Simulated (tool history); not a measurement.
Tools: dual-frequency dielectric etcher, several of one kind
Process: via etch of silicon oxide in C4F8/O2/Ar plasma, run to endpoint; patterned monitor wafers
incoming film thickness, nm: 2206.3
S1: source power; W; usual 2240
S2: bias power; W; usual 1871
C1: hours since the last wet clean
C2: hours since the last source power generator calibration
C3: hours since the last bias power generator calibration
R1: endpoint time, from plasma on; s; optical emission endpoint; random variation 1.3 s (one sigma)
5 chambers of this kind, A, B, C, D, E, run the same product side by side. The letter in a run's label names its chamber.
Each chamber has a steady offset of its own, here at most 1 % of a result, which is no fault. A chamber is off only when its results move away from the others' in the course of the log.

run	day	S1	S2	C1	C2	C3	R1
1E	0.521	2240	1871	178.8	2057.5	163.6	426.12
2D	0.954	2240	1871	83.1	79.8	3473.1	418.55
3A	1.258	2240	1871	341.7	537.3	4483.8	420.59
4B	1.525	2240	1871	331.4	1368.8	898.6	421.99
# day 1.608: chamber B: wet clean of the chamber
5C	1.833	2240	1871	220.8	1361	3296.3	422.44
6E	2.321	2240	1871	222	2100.7	206.8	425.19
7B	2.662	2240	1871	25.3	1396.1	925.9	423.3
8A	3.038	2240	1871	384.4	580	4526.5	422.49
9D	3.462	2240	1871	143.3	140	3533.3	421.87
10C	3.829	2240	1871	268.7	1408.9	3344.2	424.69
11D	4.1	2240	1871	158.6	155.3	3548.6	417.89
12B	4.462	2240	1871	68.5	1439.3	969.1	420.9
# day 4.621: chamber A: wet clean of the chamber
13C	4.808	2240	1871	292.2	1432.4	3367.7	422.64
14E	5.067	2240	1871	287.9	2166.6	272.7	428.7
15A	5.312	2240	1871	16.6	634.6	4581.1	420.62
16E	5.833	2240	1871	306.3	2185	291.1	431.13
17B	6.325	2240	1871	113.2	1484	1013.8	425.62
18A	6.621	2240	1871	48	666	4612.5	423.18
19D	6.867	2240	1871	225	221.7	3615	418.11
20C	7.104	2240	2130	347.3	1487.5	3422.8	408.96
21E	7.65	2240	2130	349.9	2228.6	334.7	415.88
22C	8.046	2240	2130	369.9	1510.1	3445.4	406.44
23B	8.338	2240	2130	161.5	1532.3	1062.1	405.93
24D	8.871	2240	2130	273.1	269.8	3663.1	406.52
# day 8.879: chamber A: bias power generator calibrated
25A	9.188	2240	1871	109.6	727.6	7.4	422.88
26B	9.562	1950	2261	190.9	1561.7	1091.5	425.02
27D	10.046	1950	2261	301.3	298	3691.3	418.86
28E	10.375	1950	2261	415.3	2294	400.1	434.94
29C	10.817	1950	2261	436.4	1576.6	3511.9	423.04
30A	11.096	1950	2261	155.4	773.4	53.2	421.9
31E	11.504	2240	1871	442.4	2321.1	427.2	433.63
32B	11.962	2240	1871	248.5	1619.3	1149.1	424.01
33A	12.517	2240	1871	189.5	807.5	87.3	419.27
34D	12.962	2240	1871	371.3	368	3761.3	422.15
35C	13.308	2240	1871	496.2	1636.4	3571.7	423.12
# day 13.542: chamber C: wet clean of the chamber
36B	13.825	2470	2111	293.2	1664	1193.8	393.56
37A	14.233	2470	2111	230.7	848.7	128.5	390.58
38D	14.562	2470	2111	409.7	406.4	3799.7	390.97
39C	14.992	2470	2111	34.8	1676.8	3612.1	393.06
40E	15.246	2470	2111	532.2	2410.9	517	410.87
41B	15.667	2240	1871	337.4	1708.2	1238	421.83

All 5 chambers run these settings next. Forecast each chamber's results:
42A	16.062	2240	1871				?
42B	16.062	2240	1871				?
42C	16.062	2240	1871				?
42D	16.062	2240	1871				?
42E	16.062	2240	1871				?

run	R1
42A	423.27
42B	423.53
42C	422.47
42D	417.51
42E	441.91

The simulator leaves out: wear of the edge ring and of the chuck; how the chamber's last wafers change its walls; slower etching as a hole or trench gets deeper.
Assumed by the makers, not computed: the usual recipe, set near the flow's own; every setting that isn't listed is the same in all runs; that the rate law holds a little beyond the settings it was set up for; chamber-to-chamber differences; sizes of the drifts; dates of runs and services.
